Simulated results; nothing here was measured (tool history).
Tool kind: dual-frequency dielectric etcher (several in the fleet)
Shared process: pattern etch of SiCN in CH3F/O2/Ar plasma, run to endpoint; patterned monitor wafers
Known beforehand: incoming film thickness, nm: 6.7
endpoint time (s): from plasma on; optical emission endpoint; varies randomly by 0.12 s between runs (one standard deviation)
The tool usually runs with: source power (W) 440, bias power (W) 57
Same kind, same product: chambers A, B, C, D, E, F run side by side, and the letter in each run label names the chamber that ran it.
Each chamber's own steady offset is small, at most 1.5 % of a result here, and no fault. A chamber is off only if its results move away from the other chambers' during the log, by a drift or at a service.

| run | day | source power (W) | bias power (W) | hours since the last wet clean | hours since the last source power generator calibration | hours since the last bias power generator calibration | endpoint time (s) |
|---|---|---|---|---|---|---|---|
| 1D | 0.171 | 440 | 57 | 231 | 3880.8 | 2781.1 | 18.408 |
| 2C | 0.333 | 440 | 57 | 272.2 | 825.9 | 2792.3 | 18.269 |
| 3A | 0.554 | 440 | 57 | 82.6 | 3584.8 | 3166.4 | 18.78 |
| 4F | 0.675 | 440 | 57 | 323.8 | 249.5 | 956.7 | 18.528 |
| 5B | 0.892 | 440 | 57 | 390.5 | 2218.7 | 2807.7 | 18.582 |
| 6E | 1.117 | 440 | 57 | 117.8 | 1284 | 1317.1 | 18.777 |
| 7C | 1.35 | 440 | 57 | 296.6 | 850.3 | 2816.7 | 18.321 |
| 8B | 1.583 | 440 | 57 | 407.1 | 2235.3 | 2824.3 | 18.83 |
| 9E | 1.704 | 440 | 57 | 131.9 | 1298.1 | 1331.2 | 18.862 |
| 10A | 1.908 | 440 | 57 | 115.1 | 3617.3 | 3198.9 | 18.721 |
| 11F | 2.05 | 440 | 57 | 356.8 | 282.5 | 989.7 | 18.261 |
| 12D | 2.179 | 440 | 57 | 279.2 | 3929 | 2829.3 | 18.286 |
| 13F | 2.417 | 440 | 57 | 365.6 | 291.3 | 998.5 | 18.362 |
| 14D | 2.65 | 480 | 57 | 290.5 | 3940.3 | 2840.6 | 17.675 |
| 15B | 2.896 | 480 | 57 | 438.6 | 2266.8 | 2855.8 | 17.95 |
| 16A | 3.15 | 480 | 57 | 144.9 | 3647.1 | 3228.7 | 18.172 |
| 17E | 3.308 | 480 | 57 | 170.4 | 1336.6 | 1369.7 | 18.252 |
| 18C | 3.458 | 480 | 57 | 347.2 | 900.9 | 2867.3 | 17.7 |
| 19F | 3.696 | 480 | 57 | 396.3 | 322 | 1029.2 | 17.937 |
|  | 3.804 | chamber D: wet clean of the chamber |
| 20C | 3.842 | 440 | 57 | 356.4 | 910.1 | 2876.5 | 18.513 |
| 21E | 4.012 | 440 | 57 | 187.3 | 1353.5 | 1386.6 | 18.9 |
| 22A | 4.2 | 440 | 57 | 170.1 | 3672.3 | 3253.9 | 18.758 |
| 23B | 4.383 | 440 | 57 | 474.3 | 2302.5 | 2891.5 | 18.643 |
| 24D | 4.608 | 440 | 57 | 19.4 | 3987.3 | 2887.6 | 18.378 |
| 25B | 4.792 | 440 | 57 | 484.1 | 2312.3 | 2901.3 | 18.519 |
| 26F | 5.012 | 440 | 57 | 427.9 | 353.6 | 1060.8 | 18.367 |
| 27C | 5.229 | 440 | 57 | 389.7 | 943.4 | 2909.8 | 18.539 |
| 28D | 5.362 | 390 | 51 | 37.5 | 4005.4 | 2905.7 | 20.036 |
|  | 5.546 | chamber B: wet clean of the chamber |
| 29A | 5.604 | 390 | 51 | 203.8 | 3706 | 3287.6 | 20.327 |
| 30E | 5.817 | 390 | 51 | 230.6 | 1396.8 | 1429.9 | 20.402 |
| 31B | 5.971 | 390 | 51 | 10.3 | 2340.6 | 2929.6 | 20.153 |
| 32C | 6.192 | 390 | 51 | 412.8 | 966.5 | 2932.9 | 19.927 |
| 33A | 6.396 | 390 | 51 | 222.8 | 3725 | 3306.6 | 20.45 |
| 34D | 6.571 | 440 | 57 | 66.5 | 4034.4 | 2934.7 | 18.544 |
| 35E | 6.762 | 440 | 57 | 253.3 | 1419.5 | 1452.6 | 18.707 |
| 36F | 7.008 | 440 | 57 | 475.8 | 401.5 | 1108.7 | 18.344 |
| 37C | 7.121 | 440 | 57 | 435.1 | 988.8 | 2955.2 | 18.381 |
| 38E | 7.271 | 440 | 57 | 265.5 | 1431.7 | 1464.8 | 18.631 |
| 39A | 7.425 | 440 | 62 | 247.5 | 3749.7 | 3331.3 | 18.221 |
| 40D | 7.546 | 440 | 62 | 89.9 | 4057.8 | 2958.1 | 18.146 |
| 41B | 7.708 | 440 | 62 | 52 | 2382.3 | 2971.3 | 18.093 |
| 42F | 7.858 | 440 | 62 | 496.2 | 421.9 | 1129.1 | 17.978 |
| 43A | 8.008 | 440 | 62 | 261.5 | 3763.7 | 3345.3 | 18.157 |

Next, every chamber runs the same settings. What will each give?
| 44A | 8.192 | 440 | 49 |  |  |  | ? |
| 44B | 8.192 | 440 | 49 |  |  |  | ? |
| 44C | 8.192 | 440 | 49 |  |  |  | ? |
| 44D | 8.192 | 440 | 49 |  |  |  | ? |
| 44E | 8.192 | 440 | 49 |  |  |  | ? |
| 44F | 8.192 | 440 | 49 |  |  |  | ? |

| run | endpoint time (s) |
|---|---|
| 44A | 19.783 |
| 44B | 19.609 |
| 44C | 19.354 |
| 44D | 19.471 |
| 44E | 19.696 |
| 44F | 19.418 |

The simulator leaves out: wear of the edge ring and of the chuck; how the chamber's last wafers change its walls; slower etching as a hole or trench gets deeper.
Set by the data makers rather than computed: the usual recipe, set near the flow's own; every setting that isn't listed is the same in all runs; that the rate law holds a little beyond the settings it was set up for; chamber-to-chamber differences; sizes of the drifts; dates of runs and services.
